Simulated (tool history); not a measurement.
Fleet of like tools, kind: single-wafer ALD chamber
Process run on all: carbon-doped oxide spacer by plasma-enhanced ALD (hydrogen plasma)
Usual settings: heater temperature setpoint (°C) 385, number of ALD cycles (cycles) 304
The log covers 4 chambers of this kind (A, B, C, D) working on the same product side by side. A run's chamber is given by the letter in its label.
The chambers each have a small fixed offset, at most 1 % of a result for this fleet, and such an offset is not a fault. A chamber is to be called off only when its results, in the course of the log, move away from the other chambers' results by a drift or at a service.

run	hour	heater temperature setpoint (°C)	number of ALD cycles (cycles)	read-back reference wafer on the same gauge, thickness_nm	mean film thickness on the monitor wafer (nm)
1A	14.8	385	304	16.699	15.119
2B	30.0	385	304	16.689	15.069
3C	39.9	385	304	16.690	15.211
4D	52.7	385	304	16.686	15.148
5B	59.5	385	304	16.686	15.031
6C	73.8	385	304	16.687	15.201
7D	85.1	385	304	16.679	15.075
8A	92.4	385	304	16.685	15.123
9B	104.6	385	304	16.680	15.041
10D	112.9	385	281	16.679	13.966
11A	123.6	385	281	16.670	13.977
12C	132.4	385	281	16.673	14.051
13B	140.2	385	281	16.671	13.907
14A	149.3	385	304	16.663	15.128
15D	159.6	395	258	16.669	12.832
16C	174.7	395	258	16.665	12.863
17C	183.2	395	258	16.658	12.884
18B	193.1	395	258	16.656	12.751
19D	206.5	397	304	16.653	15.093
20A	216.2	397	304	16.649	15.083
21B	228.6	397	304	16.649	15.041
22C	243.0	397	304	16.644	15.167
23D	252.1	385	304	16.645	15.105
24A	260.8	385	304	16.638	15.055
25C	270.8	385	304	16.635	15.167
26B	279.0	385	304	16.640	15.039
27A	293.3	385	304	16.637	15.036
28D	302.3	385	304	16.630	15.088
29A	314.6	385	304	16.633	15.061
30C	328.1	385	304	16.625	15.174

Is one chamber off against the others, does the gauge drift, or is nothing wrong? If a chamber is off, say which, and what the likeliest cause is.

No chamber is off; the gauge reading every chamber's wafers drifts, which makes the whole fleet appear to move together.
Likeliest cause: gauge reads low (%) = 0.453.
